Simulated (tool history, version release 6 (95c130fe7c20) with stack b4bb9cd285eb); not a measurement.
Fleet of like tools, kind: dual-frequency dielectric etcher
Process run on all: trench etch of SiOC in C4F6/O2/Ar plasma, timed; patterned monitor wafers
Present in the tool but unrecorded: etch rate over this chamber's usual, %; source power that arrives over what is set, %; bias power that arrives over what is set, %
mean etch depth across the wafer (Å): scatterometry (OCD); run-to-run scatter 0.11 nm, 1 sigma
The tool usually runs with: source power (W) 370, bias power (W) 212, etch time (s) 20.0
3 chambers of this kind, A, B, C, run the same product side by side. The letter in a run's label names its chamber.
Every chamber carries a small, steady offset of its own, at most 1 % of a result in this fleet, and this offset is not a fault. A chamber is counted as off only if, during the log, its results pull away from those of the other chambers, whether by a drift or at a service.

run,hour,source power (W),bias power (W),etch time (s),hours since the last wet clean,hours since the last source power generator calibration,hours since the last bias power generator calibration,"read-back reference wafer on the same gauge, depth_nm",mean etch depth across the wafer (Å)
1A,6.0,370,212,20.0,23.8,1260.9,1058.5,45.617,422.35
2C,11.4,370,212,20.0,510.5,1788.8,1846.7,45.614,424.37
3B,17.2,370,212,20.0,106.5,1268.7,1063.4,45.584,426.56
4B,21.9,370,212,20.0,111.2,1273.4,1068.1,45.605,426.71
5A,26.8,370,190,20.0,44.6,1281.7,1079.3,45.603,407.96
6C,31.8,370,190,20.0,530.9,1809.2,1867.1,45.593,409.51
7C,38.4,370,190,20.0,537.5,1815.8,1873.7,45.566,407.05
8B,41.8,370,212,20.0,131.1,1293.3,1088.0,45.592,426.23
9A,47.6,370,212,20.0,65.4,1302.5,1100.1,45.592,423.59
10B,53.7,370,212,15.5,143.0,1305.2,1099.9,45.594,331.21
11C,59.8,370,212,15.5,558.9,1837.2,1895.1,45.570,329.57
12A,63.6,370,212,15.5,81.4,1318.5,1116.1,45.613,328.90
13C,70.2,370,212,20.0,569.3,1847.6,1905.5,45.577,424.49
14B,74.4,370,179,20.0,163.7,1325.9,1120.6,45.596,403.06
15A,78.3,370,179,20.0,96.1,1333.2,1130.8,45.624,402.57
16A,84.3,370,179,20.0,102.1,1339.2,1136.8,45.608,400.61
17B,88.0,370,212,20.0,177.3,1339.5,1134.2,45.616,426.39
18C,92.1,370,212,20.0,591.2,1869.5,1927.4,45.585,426.46
19C,97.8,370,212,20.0,596.9,1875.2,1933.1,45.639,423.52
20B,100.8,370,212,20.0,190.1,1352.3,1147.0,45.595,426.63
21A,106.7,370,212,20.0,124.5,1361.6,1159.2,45.571,425.03
# hour 107.9: chamber C: wet clean of the chamber
22C,113.3,410,212,22.5,5.5,1890.7,1948.6,45.610,495.44
23A,118.1,410,212,22.5,135.9,1373.0,1170.6,45.616,493.61
24B,121.2,410,212,22.5,210.5,1372.7,1167.4,45.604,499.70
25A,126.5,410,212,15.5,144.3,1381.4,1179.0,45.606,340.92
26B,132.3,410,212,15.5,221.6,1383.8,1178.5,45.619,343.39
27C,138.1,410,212,15.5,30.3,1915.5,1973.4,45.563,341.34
28A,144.4,370,212,20.0,162.2,1399.3,1196.9,45.587,423.08
29C,150.4,430,212,20.0,42.6,1927.8,1985.7,45.622,449.41
30B,156.0,430,212,20.0,245.3,1407.5,1202.2,45.587,452.88
31B,160.0,430,212,20.0,249.3,1411.5,1206.2,45.563,453.15
32C,164.4,370,212,20.0,56.6,1941.8,1999.7,45.635,424.21
33A,170.9,370,212,20.0,188.7,1425.8,1223.4,45.615,424.13
34A,175.2,370,212,20.0,193.0,1430.1,1227.7,45.585,424.03
35C,180.9,370,212,20.0,73.1,1958.3,2016.2,45.628,424.71
36B,187.4,370,212,20.0,276.7,1438.9,1233.6,45.622,425.57
37A,193.7,370,212,20.0,211.5,1448.6,1246.2,45.613,422.86

Does one chamber stand apart from the rest, does the shared gauge drift, or is all well apart from small per-chamber offsets? Give the chamber and the most likely cause, where there is one.

Nothing is wrong: each chamber keeps only its own small, steady offset and the gauge holds still.

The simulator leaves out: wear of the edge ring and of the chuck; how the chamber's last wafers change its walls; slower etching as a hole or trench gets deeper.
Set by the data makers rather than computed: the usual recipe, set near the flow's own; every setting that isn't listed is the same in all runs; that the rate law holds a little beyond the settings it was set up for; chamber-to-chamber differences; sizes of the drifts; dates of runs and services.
